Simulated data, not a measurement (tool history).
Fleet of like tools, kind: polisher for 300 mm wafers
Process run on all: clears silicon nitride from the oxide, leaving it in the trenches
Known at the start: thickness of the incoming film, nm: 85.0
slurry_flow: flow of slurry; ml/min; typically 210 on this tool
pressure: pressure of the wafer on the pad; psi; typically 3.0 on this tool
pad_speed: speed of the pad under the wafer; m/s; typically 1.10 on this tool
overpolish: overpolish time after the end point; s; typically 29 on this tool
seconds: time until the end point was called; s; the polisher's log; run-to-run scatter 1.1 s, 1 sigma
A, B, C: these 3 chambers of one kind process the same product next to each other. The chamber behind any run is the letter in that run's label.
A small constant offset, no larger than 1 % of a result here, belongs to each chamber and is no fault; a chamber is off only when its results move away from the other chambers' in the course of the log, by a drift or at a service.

| run | hour | slurry_flow | pressure | pad_speed | overpolish | wafers polished on this pad | hours since the slurry nozzle was cleaned | hours since the head pressure was calibrated | seconds |
|---|---|---|---|---|---|---|---|---|---|
| 1B | 5.9 | 210 | 3.0 | 1.10 | 29 | 72 | 44.4 | 252.3 | 91.426 |
| 2C | 10.9 | 210 | 3.0 | 1.10 | 29 | 927 | 56.6 | 418.7 | 89.677 |
|  | 12.9 | chamber A: worn pad replaced by a new one |
|  | 14.1 | chamber C: worn pad replaced by a new one |
| 3A | 17.5 | 210 | 3.0 | 1.10 | 29 | 24 | 342.3 | 364.3 | 90.276 |
| 4A | 29.0 | 210 | 3.0 | 1.10 | 29 | 85 | 353.8 | 375.8 | 87.602 |
| 5C | 40.3 | 210 | 3.0 | 1.10 | 29 | 139 | 86.0 | 448.1 | 90.587 |
| 6B | 49.8 | 210 | 3.0 | 1.10 | 46 | 305 | 88.3 | 296.2 | 92.312 |
| 7A | 61.4 | 210 | 3.0 | 1.10 | 46 | 258 | 386.2 | 408.2 | 90.195 |
| 8B | 67.5 | 210 | 3.0 | 1.10 | 46 | 400 | 106.0 | 313.9 | 91.143 |
| 9C | 74.4 | 210 | 2.5 | 1.10 | 21 | 321 | 120.1 | 482.2 | 107.460 |
| 10B | 84.9 | 210 | 2.5 | 1.10 | 21 | 492 | 123.4 | 331.3 | 109.860 |
| 11A | 93.7 | 210 | 2.5 | 1.10 | 21 | 430 | 418.5 | 440.5 | 107.690 |
| 12C | 100.4 | 210 | 3.0 | 1.10 | 29 | 459 | 146.1 | 508.2 | 90.168 |
| 13C | 107.7 | 210 | 3.0 | 1.10 | 29 | 498 | 153.4 | 515.5 | 89.403 |
| 14A | 115.8 | 210 | 3.0 | 1.10 | 29 | 547 | 440.6 | 462.6 | 89.649 |
| 15B | 121.8 | 210 | 3.0 | 1.10 | 29 | 689 | 160.3 | 368.2 | 89.850 |
| 16B | 128.2 | 210 | 3.0 | 1.10 | 29 | 723 | 166.7 | 374.6 | 89.480 |
| 17A | 135.4 | 210 | 3.0 | 1.10 | 29 | 652 | 460.2 | 482.2 | 89.438 |
| 18C | 144.4 | 210 | 3.0 | 1.10 | 29 | 693 | 190.1 | 552.2 | 87.934 |
| 19C | 149.9 | 210 | 3.0 | 1.10 | 29 | 723 | 195.6 | 557.7 | 89.634 |
| 20B | 159.7 | 210 | 3.0 | 1.10 | 29 | 890 | 198.2 | 406.1 | 89.484 |
|  | 164.3 | chamber C: worn pad replaced by a new one |
| 21A | 170.6 | 210 | 3.0 | 1.10 | 29 | 839 | 495.4 | 517.4 | 89.688 |
| 22C | 180.2 | 210 | 3.0 | 1.10 | 29 | 84 | 225.9 | 588.0 | 90.293 |
|  | 180.3 | chamber C: head pressure recalibrated |
| 23B | 187.5 | 210 | 3.6 | 0.72 | 29 | 1038 | 226.0 | 433.9 | 114.220 |
|  | 191.8 | chamber B: worn pad replaced by a new one |
| 24A | 193.5 | 210 | 3.6 | 0.72 | 29 | 961 | 518.3 | 540.3 | 114.160 |
| 25A | 201.4 | 210 | 3.6 | 0.72 | 29 | 1003 | 526.2 | 548.2 | 112.860 |
| 26C | 211.4 | 210 | 3.0 | 1.10 | 29 | 250 | 257.1 | 31.2 | 90.552 |
| 27B | 217.5 | 210 | 3.0 | 1.10 | 29 | 137 | 256.0 | 463.9 | 90.763 |
|  | 226.8 | chamber A: worn pad replaced by a new one |
| 28C | 227.9 | 210 | 3.0 | 1.10 | 29 | 338 | 273.6 | 47.7 | 88.774 |
| 29B | 236.1 | 210 | 3.0 | 1.10 | 29 | 236 | 274.6 | 482.5 | 90.448 |
| 30A | 241.2 | 210 | 3.0 | 1.10 | 29 | 76 | 566.0 | 588.0 | 89.171 |
| 31B | 248.3 | 210 | 3.0 | 1.10 | 29 | 301 | 286.8 | 494.7 | 89.346 |
| 32C | 255.8 | 210 | 3.0 | 1.10 | 29 | 487 | 301.5 | 75.6 | 91.117 |
| 33A | 262.3 | 210 | 3.0 | 1.10 | 29 | 189 | 587.1 | 609.1 | 89.264 |
| 34A | 272.3 | 210 | 3.0 | 1.10 | 29 | 242 | 597.1 | 619.1 | 89.649 |
| 35B | 280.5 | 210 | 3.0 | 1.10 | 29 | 472 | 319.0 | 526.9 | 89.872 |
|  | 282.0 | chamber C: slurry nozzle cleaned |
| 36C | 290.5 | 210 | 3.0 | 1.10 | 29 | 671 | 8.5 | 110.3 | 89.561 |
| 37A | 298.2 | 210 | 3.0 | 1.28 | 29 | 380 | 623.0 | 645.0 | 75.359 |

Decide between three cases: one chamber stands off from its peers, the gauge reading all wafers drifts, or nothing is wrong past each chamber's small offset. Where a chamber is off, say which and what most likely put it there.

Neither any chamber nor the gauge drifts; the chambers differ only by their own small, steady offsets.

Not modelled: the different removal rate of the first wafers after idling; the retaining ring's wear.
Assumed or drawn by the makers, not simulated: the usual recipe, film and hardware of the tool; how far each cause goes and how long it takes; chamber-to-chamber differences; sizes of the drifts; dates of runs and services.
